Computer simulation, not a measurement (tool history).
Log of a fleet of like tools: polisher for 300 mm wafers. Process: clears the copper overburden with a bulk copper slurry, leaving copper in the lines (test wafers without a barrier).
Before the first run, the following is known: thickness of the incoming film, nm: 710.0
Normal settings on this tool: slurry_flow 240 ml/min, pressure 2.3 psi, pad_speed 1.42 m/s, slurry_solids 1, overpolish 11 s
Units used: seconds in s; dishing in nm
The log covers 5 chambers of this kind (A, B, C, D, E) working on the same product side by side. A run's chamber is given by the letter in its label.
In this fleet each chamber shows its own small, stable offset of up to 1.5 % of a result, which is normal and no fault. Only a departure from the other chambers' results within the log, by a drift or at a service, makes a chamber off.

run,day,slurry_flow,pressure,pad_speed,slurry_solids,overpolish,wafers polished on this pad,hours since the slurry nozzle was cleaned,hours since the head pressure was calibrated,hours since the slurry blender was calibrated,seconds,dishing
# day 0.104: chamber B: head pressure recalibrated
1D,0.379,240,2.3,1.42,1,11,526,161.7,1117.8,68.6,65.377,69.119
# day 0.796: chamber D: worn pad replaced by a new one
# day 0.821: chamber B: slurry blender recalibrated
2C,0.921,240,2.3,1.42,1,11,235,642.7,202.5,23.6,65.486,71.67
3E,1.425,240,2.3,1.42,1,11,368,68,303,76.5,66.291,72.801
4B,1.804,240,2.3,1.42,1,11,996,149,40.8,23.6,63.554,68.74
5A,2.354,240,2.3,1.42,1,11,515,592.5,412.1,172.3,64.521,70.755
# day 2.396: chamber C: worn pad replaced by a new one
6A,2.688,240,2.3,1.42,1,11,570,600.5,420.1,180.3,64.154,69.06
7B,2.946,240,2.3,1.42,1,11,1184,176.4,68.2,51,66.181,70.012
# day 3.338: chamber B: worn pad replaced by a new one
8E,3.462,240,2.3,1.42,1,11,703,116.9,351.9,125.4,66.379,71.43
9D,3.762,240,2.3,1.42,1,11,487,242.9,1199,149.8,63.944,70.564
10C,4.033,240,2.3,1.42,1,11,269,717.4,277.2,98.3,66.84,71.38
# day 4.446: chamber E: worn pad replaced by a new one
# day 4.462: chamber D: worn pad replaced by a new one
11D,4.571,240,2.3,1.42,1,11,18,262.3,1218.4,169.2,65.449,68.164
12A,4.858,240,2.3,1.42,1,11,927,652.6,472.2,232.4,65.524,67.464
# day 4.925: chamber D: head pressure recalibrated
# day 5.208: chamber B: slurry nozzle cleaned
13E,5.4,240,2.3,1.42,1,11,156,163.4,398.4,171.9,66.611,70.661
# day 5.533: chamber C: worn pad replaced by a new one
14C,5.646,240,2.3,1.42,1,11,18,756.1,315.9,137,64.862,68.704
# day 5.979: chamber B: slurry blender recalibrated
15B,6.046,240,2.3,1.42,1,11,445,20.1,142.6,1.6,64.725,70.739
16E,6.346,240,2.3,1.42,1,11,312,186.1,421.1,194.6,65.266,68.916
# day 6.625: chamber C: slurry blender recalibrated
17C,6.746,240,2.3,1.42,1,11,199,782.5,342.3,2.9,63.295,69.424
18D,7.288,240,2.9,1.42,1,11,464,327.5,56.8,234.4,50.727,83.152
# day 7.321: chamber D: slurry nozzle cleaned
19A,7.571,240,2.9,1.42,1,11,1372,717.7,537.3,297.5,53.683,84.786
# day 7.667: chamber A: worn pad replaced by a new one
20B,7.883,240,2.9,1.42,1,11,746,64.2,186.7,45.7,53.216,80.359
# day 8.321: chamber A: head pressure recalibrated
21C,8.346,240,2.9,1.42,1,11,461,820.9,380.7,41.3,51.587,83.091
# day 8.496: chamber C: worn pad replaced by a new one
# day 8.533: chamber D: slurry blender recalibrated
# day 8.733: chamber D: worn pad replaced by a new one
22E,8.912,240,2.9,1.42,1,11,733,247.7,482.7,256.2,50.941,86.117
23B,9.283,240,2.3,1.42,1,11,976,97.8,220.3,79.3,64.988,69.529
24D,9.688,240,2.3,1.42,1,11,156,56.8,114.4,27.8,66.576,72.367
# day 10.108: chamber E: worn pad replaced by a new one
25A,10.225,240,2.3,1.42,1,11,420,781.4,45.8,361.2,67.088,69.486
# day 10.688: chamber A: slurry blender recalibrated
26D,10.788,240,2.3,1.42,1,11,337,83.2,140.8,54.2,64.741,67.7
# day 10.792: chamber A: slurry nozzle cleaned
# day 10.971: chamber B: worn pad replaced by a new one
27B,11.083,240,2.3,1.42,1,11,18,141,263.5,122.5,65.759,68.642
28A,11.454,240,2.3,1.42,1,11,622,15.9,75.3,18.4,67.055,70.089
# day 11.75: chamber B: slurry blender recalibrated
29C,11.871,240,1.6,1.42,1,6,554,905.5,465.3,125.9,94.9,31.251
30E,12.212,240,1.6,1.42,1,6,345,326.9,561.9,335.4,95.066,30.672
# day 12.225: chamber C: worn pad replaced by a new one
31B,12.488,240,1.6,1.42,1,6,249,174.7,297.2,17.8,93.095,31.845
# day 12.671: chamber D: worn pad replaced by a new one
32D,12.988,240,1.6,1.42,1,6,52,136,193.6,107,95.359,30.475
33E,13.425,240,1.6,1.42,1,6,544,356,591,364.5,94.541,31.122
# day 13.912: chamber C: slurry blender recalibrated
34A,13.962,240,2.3,1.42,1,11,1034,76.1,135.5,78.6,64.007,68.963
# day 14.125: chamber C: slurry nozzle cleaned
35C,14.525,240,2.3,1.42,1,11,378,9.6,529,14.8,64.308,69.725

The same settings go to every chamber for the next run, one line per chamber below. Forecast the results for each:
36A,14.933,240,2.3,1.42,1,11,,,,,?,?
36B,14.933,240,2.3,1.42,1,11,,,,,?,?
36C,14.933,240,2.3,1.42,1,11,,,,,?,?
36D,14.933,240,2.3,1.42,1,11,,,,,?,?
36E,14.933,240,2.3,1.42,1,11,,,,,?,?

run,seconds,dishing
36A,66.265,67.042
36B,66.336,69.493
36C,65.423,67.684
36D,66.072,68.771
36E,65.273,68.466
